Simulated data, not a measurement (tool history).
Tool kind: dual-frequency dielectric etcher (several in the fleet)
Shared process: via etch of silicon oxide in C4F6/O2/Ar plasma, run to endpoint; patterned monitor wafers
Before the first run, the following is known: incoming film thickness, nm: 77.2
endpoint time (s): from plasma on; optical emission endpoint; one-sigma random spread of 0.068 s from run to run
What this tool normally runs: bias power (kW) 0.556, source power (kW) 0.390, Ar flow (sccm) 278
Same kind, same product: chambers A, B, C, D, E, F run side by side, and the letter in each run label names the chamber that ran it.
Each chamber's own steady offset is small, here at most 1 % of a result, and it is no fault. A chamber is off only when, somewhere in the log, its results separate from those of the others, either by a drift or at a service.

run 1A hour=3.0 | bias_power_(kW)=0.556 source_power_(kW)=0.390 Ar_flow_(sccm)=278 | endpoint_time_(s)=16.436
run 2B hour=6.5 | bias_power_(kW)=0.556 source_power_(kW)=0.390 Ar_flow_(sccm)=278 | endpoint_time_(s)=16.395
run 3D hour=12.6 | bias_power_(kW)=0.556 source_power_(kW)=0.390 Ar_flow_(sccm)=278 | endpoint_time_(s)=16.327
run 4C hour=17.2 | bias_power_(kW)=0.556 source_power_(kW)=0.390 Ar_flow_(sccm)=278 | endpoint_time_(s)=16.372
run 5E hour=20.7 | bias_power_(kW)=0.556 source_power_(kW)=0.480 Ar_flow_(sccm)=217 | endpoint_time_(s)=14.567
run 6F hour=23.6 | bias_power_(kW)=0.556 source_power_(kW)=0.480 Ar_flow_(sccm)=217 | endpoint_time_(s)=14.686
run 7F hour=26.3 | bias_power_(kW)=0.556 source_power_(kW)=0.480 Ar_flow_(sccm)=217 | endpoint_time_(s)=14.843
run 8A hour=30.0 | bias_power_(kW)=0.556 source_power_(kW)=0.480 Ar_flow_(sccm)=217 | endpoint_time_(s)=14.861
run 9E hour=34.8 | bias_power_(kW)=0.556 source_power_(kW)=0.480 Ar_flow_(sccm)=217 | endpoint_time_(s)=14.541
run 10C hour=38.4 | bias_power_(kW)=0.556 source_power_(kW)=0.480 Ar_flow_(sccm)=217 | endpoint_time_(s)=14.710
run 11B hour=44.0 | bias_power_(kW)=0.556 source_power_(kW)=0.390 Ar_flow_(sccm)=278 | endpoint_time_(s)=16.269
run 12D hour=47.0 | bias_power_(kW)=0.556 source_power_(kW)=0.390 Ar_flow_(sccm)=278 | endpoint_time_(s)=16.290
run 13B hour=50.2 | bias_power_(kW)=0.556 source_power_(kW)=0.390 Ar_flow_(sccm)=278 | endpoint_time_(s)=16.388
run 14C hour=55.6 | bias_power_(kW)=0.556 source_power_(kW)=0.340 Ar_flow_(sccm)=278 | endpoint_time_(s)=17.263
run 15E hour=59.7 | bias_power_(kW)=0.556 source_power_(kW)=0.340 Ar_flow_(sccm)=278 | endpoint_time_(s)=16.946
run 16D hour=63.9 | bias_power_(kW)=0.556 source_power_(kW)=0.340 Ar_flow_(sccm)=278 | endpoint_time_(s)=17.306
-- hour=66.8 chamber D: wet clean of the chamber
run 17F hour=68.2 | bias_power_(kW)=0.556 source_power_(kW)=0.340 Ar_flow_(sccm)=278 | endpoint_time_(s)=17.234
-- hour=68.5 chamber B: bias power generator calibrated
run 18A hour=72.1 | bias_power_(kW)=0.556 source_power_(kW)=0.340 Ar_flow_(sccm)=278 | endpoint_time_(s)=17.390
run 19B hour=75.6 | bias_power_(kW)=0.556 source_power_(kW)=0.340 Ar_flow_(sccm)=278 | endpoint_time_(s)=17.082
run 20A hour=80.6 | bias_power_(kW)=0.556 source_power_(kW)=0.390 Ar_flow_(sccm)=278 | endpoint_time_(s)=16.425
run 21D hour=84.2 | bias_power_(kW)=0.556 source_power_(kW)=0.390 Ar_flow_(sccm)=278 | endpoint_time_(s)=16.522
run 22C hour=89.9 | bias_power_(kW)=0.657 source_power_(kW)=0.390 Ar_flow_(sccm)=278 | endpoint_time_(s)=15.377
run 23F hour=94.4 | bias_power_(kW)=0.657 source_power_(kW)=0.390 Ar_flow_(sccm)=278 | endpoint_time_(s)=15.135
run 24E hour=99.0 | bias_power_(kW)=0.657 source_power_(kW)=0.390 Ar_flow_(sccm)=278 | endpoint_time_(s)=15.234
run 25E hour=101.9 | bias_power_(kW)=0.657 source_power_(kW)=0.390 Ar_flow_(sccm)=278 | endpoint_time_(s)=15.267
run 26A hour=106.3 | bias_power_(kW)=0.657 source_power_(kW)=0.390 Ar_flow_(sccm)=278 | endpoint_time_(s)=15.436
run 27F hour=110.1 | bias_power_(kW)=0.657 source_power_(kW)=0.390 Ar_flow_(sccm)=278 | endpoint_time_(s)=15.106
run 28B hour=115.4 | bias_power_(kW)=0.556 source_power_(kW)=0.390 Ar_flow_(sccm)=278 | endpoint_time_(s)=16.433
run 29C hour=119.0 | bias_power_(kW)=0.556 source_power_(kW)=0.390 Ar_flow_(sccm)=278 | endpoint_time_(s)=16.188
run 30D hour=122.2 | bias_power_(kW)=0.556 source_power_(kW)=0.390 Ar_flow_(sccm)=278 | endpoint_time_(s)=16.414
run 31E hour=127.9 | bias_power_(kW)=0.556 source_power_(kW)=0.390 Ar_flow_(sccm)=250 | endpoint_time_(s)=15.961
run 32B hour=131.0 | bias_power_(kW)=0.556 source_power_(kW)=0.390 Ar_flow_(sccm)=250 | endpoint_time_(s)=16.102
run 33F hour=134.9 | bias_power_(kW)=0.556 source_power_(kW)=0.390 Ar_flow_(sccm)=250 | endpoint_time_(s)=15.956
run 34D hour=138.1 | bias_power_(kW)=0.556 source_power_(kW)=0.390 Ar_flow_(sccm)=250 | endpoint_time_(s)=16.067
run 35A hour=144.0 | bias_power_(kW)=0.556 source_power_(kW)=0.390 Ar_flow_(sccm)=250 | endpoint_time_(s)=16.323
run 36C hour=147.7 | bias_power_(kW)=0.556 source_power_(kW)=0.390 Ar_flow_(sccm)=250 | endpoint_time_(s)=16.146
run 37E hour=153.8 | bias_power_(kW)=0.556 source_power_(kW)=0.390 Ar_flow_(sccm)=278 | endpoint_time_(s)=16.268
run 38C hour=159.9 | bias_power_(kW)=0.556 source_power_(kW)=0.390 Ar_flow_(sccm)=278 | endpoint_time_(s)=16.246
run 39F hour=163.9 | bias_power_(kW)=0.556 source_power_(kW)=0.390 Ar_flow_(sccm)=278 | endpoint_time_(s)=15.833
run 40D hour=166.7 | bias_power_(kW)=0.556 source_power_(kW)=0.390 Ar_flow_(sccm)=278 | endpoint_time_(s)=16.411
run 41A hour=171.3 | bias_power_(kW)=0.458 source_power_(kW)=0.390 Ar_flow_(sccm)=334 | endpoint_time_(s)=18.048
run 42B hour=177.0 | bias_power_(kW)=0.458 source_power_(kW)=0.390 Ar_flow_(sccm)=334 | endpoint_time_(s)=18.024

The same settings go to every chamber for the next run, one line per chamber below. Forecast the results for each:
run 43A hour=181.4 | bias_power_(kW)=0.556 source_power_(kW)=0.390 Ar_flow_(sccm)=278 | endpoint_time_(s)=?
run 43B hour=181.4 | bias_power_(kW)=0.556 source_power_(kW)=0.390 Ar_flow_(sccm)=278 | endpoint_time_(s)=?
run 43C hour=181.4 | bias_power_(kW)=0.556 source_power_(kW)=0.390 Ar_flow_(sccm)=278 | endpoint_time_(s)=?
run 43D hour=181.4 | bias_power_(kW)=0.556 source_power_(kW)=0.390 Ar_flow_(sccm)=278 | endpoint_time_(s)=?
run 43E hour=181.4 | bias_power_(kW)=0.556 source_power_(kW)=0.390 Ar_flow_(sccm)=278 | endpoint_time_(s)=?
run 43F hour=181.4 | bias_power_(kW)=0.556 source_power_(kW)=0.390 Ar_flow_(sccm)=278 | endpoint_time_(s)=?

run=43A endpoint_time_(s)=16.514
run=43B endpoint_time_(s)=16.314
run=43C endpoint_time_(s)=16.099
run=43D endpoint_time_(s)=16.244
run=43E endpoint_time_(s)=16.181
run=43F endpoint_time_(s)=15.699
